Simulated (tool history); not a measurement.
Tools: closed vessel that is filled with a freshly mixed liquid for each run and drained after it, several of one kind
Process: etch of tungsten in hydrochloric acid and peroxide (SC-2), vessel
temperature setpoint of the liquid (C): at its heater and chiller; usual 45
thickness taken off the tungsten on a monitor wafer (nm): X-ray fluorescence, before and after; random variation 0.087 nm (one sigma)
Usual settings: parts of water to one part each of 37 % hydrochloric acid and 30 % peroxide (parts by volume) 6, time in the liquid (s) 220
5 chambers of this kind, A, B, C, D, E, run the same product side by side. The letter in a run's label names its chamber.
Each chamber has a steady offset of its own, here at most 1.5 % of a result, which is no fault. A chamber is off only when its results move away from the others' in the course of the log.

run   hour  temperature setpoint of the liquid (C)  parts of water to one part each of 37 % hydrochloric acid and 30 % peroxide (parts by volume)  time in the liquid (s)  hours since the thermometer was replaced  hours since the chemicals flow meter was replaced  hours since the drum of peroxide was connected  read-back film thickness of the tungsten reference wafer, read on the same gauge (nm)  thickness taken off the tungsten on a monitor wafer (nm)
 1D    8.8                                      45                                                                                              6                     220                                     522.4                                              315.9                                           502.2                                                                                 90.018                                                    26.663
 2B     16                                      45                                                                                              6                     220                                     202.1                                              477.7                                           242.6                                                                                     90                                                    26.415
 3E   22.2                                      45                                                                                              6                     220                                    1498.1                                              265.7                                           219.8                                                                                 90.009                                                    26.312
 4A   35.3                                      45                                                                                              6                     220                                      46.5                                              276.3                                           816.7                                                                                 90.007                                                    26.717
 5C     46                                      45                                                                                              6                     220                                       406                                             1875.2                                          1276.3                                                                                 89.985                                                     26.31
 6C   56.5                                      45                                                                                              6                     220                                     416.5                                             1885.7                                          1286.8                                                                                 89.988                                                    26.358
      67.5  -- chamber A: new drum of peroxide connected
 7A   70.2                                      45                                                                                              6                     220                                      81.4                                              311.2                                             2.8                                                                                 89.991                                                    26.743
      74.9  -- chamber C: new drum of peroxide connected
 8E   78.4                                      45                                                                                              6                     220                                    1554.3                                              321.9                                             276                                                                                 89.971                                                    26.239
 9D   91.6                                      45                                                                                              6                     220                                     605.2                                              398.7                                             585                                                                                     90                                                    26.711
10B  103.3                                      45                                                                                              6                     220                                     289.4                                                565                                           329.9                                                                                 90.016                                                    26.487
11D  112.1                                      45                                                                                              8                     265                                     625.7                                              419.2                                           605.5                                                                                 90.023                                                    25.785
12B  121.7                                      45                                                                                              8                     265                                     307.8                                              583.4                                           348.3                                                                                  89.98                                                    25.686
13C  134.3                                      45                                                                                              8                     265                                     494.3                                             1963.5                                            59.4                                                                                 89.994                                                    25.445
14E  143.8                                      45                                                                                              8                     265                                    1619.7                                              387.3                                           341.4                                                                                 89.978                                                    25.448
     156.3  -- chamber B: chemicals flow meter replaced
15A  156.8                                      45                                                                                              8                     265                                       168                                              397.8                                            89.4                                                                                 90.008                                                     25.96
16B  169.3                                      53                                                                                              6                     220                                     355.4                                               13.1                                           395.9                                                                                 90.011                                                    45.689
     181.1  -- chamber D: new drum of peroxide connected
17D  181.8                                      53                                                                                              6                     220                                     695.4                                              488.9                                             0.8                                                                                 89.999                                                    45.594
18C  195.6                                      53                                                                                              6                     220                                     555.6                                             2024.8                                           120.7                                                                                 89.986                                                    45.352
19A  207.1                                      53                                                                                              6                     220                                     218.3                                              448.1                                           139.7                                                                                 89.994                                                    46.212
20E  213.3                                      53                                                                                              6                     220                                    1689.2                                              456.8                                           410.9                                                                                 89.992                                                    45.011
21B  220.1                                      45                                                                                              6                     220                                     406.2                                               63.9                                           446.7                                                                                 90.004                                                    26.835
22D  228.9                                      49                                                                                            8.5                     220                                     742.5                                                536                                            47.9                                                                                 90.017                                                    26.738
23A  240.1                                      49                                                                                            8.5                     220                                     251.3                                              481.1                                           172.7                                                                                 89.981                                                    27.001
24E  249.2                                      49                                                                                            8.5                     220                                    1725.1                                              492.7                                           446.8                                                                                 90.001                                                    26.276
25C  258.4                                      49                                                                                            8.5                     220                                     618.4                                             2087.6                                           183.5                                                                                 90.007                                                    26.504
26A  272.1                                      49                                                                                            8.5                     220                                     283.3                                              513.1                                           204.7                                                                                  90.03                                                    26.902
     280.7  -- chamber C: chemicals flow meter replaced
27B  285.2                                      45                                                                                              6                     220                                     471.3                                                129                                           511.8                                                                                 90.017                                                    27.056
28D  299.2                                    37.5                                                                                              6                     220                                     812.8                                              606.3                                           118.2                                                                                 90.006                                                    15.949
29E  308.6                                    37.5                                                                                              6                     220                                    1784.5                                              552.1                                           506.2                                                                                 89.989                                                    15.535
30C  321.5                                    37.5                                                                                              6                     220                                     681.5                                               40.9                                           246.6                                                                                 89.988                                                    15.564
31E  334.6                                    37.5                                                                                              6                     220                                    1810.5                                              578.1                                           532.2                                                                                 89.981                                                    15.545

Is one chamber off against the others, does the gauge drift, or is nothing wrong? If a chamber is off, say which, and what the likeliest cause is.

Chamber B drifts away from the others.
Cause: liquid hotter than its thermometer reads (K) = 0.432.

Here are 4 candidates for chamber B's next run, each the usual settings with a change, their results left as question marks. Which one brings its results back in line with what the others give on the usual settings?
In line means no further than this from the other chambers' mean on the usual settings: thickness taken off the tungsten on a monitor wafer (nm) 0.3
32B-1  344.7                                      45                                                                                              6                     225                                                                                                                                                                                                                                                                                             ?
32B-2  344.7                                      45                                                                                              6                     210                                                                                                                                                                                                                                                                                             ?
32B-3  344.7                                      45                                                                                              6                     215                                                                                                                                                                                                                                                                                             ?
32B-4  344.7                                      45                                                                                              6                     230                                                                                                                                                                                                                                                                                             ?

The other chambers' mean on the usual settings: thickness taken off the tungsten on a monitor wafer (nm) 26.593
  run  thickness taken off the tungsten on a monitor wafer (nm)
32B-1                                                    27.911
32B-2                                                     26.05
32B-3                                                     26.67
32B-4                                                    28.531
32B-3 brings the chamber back in line.
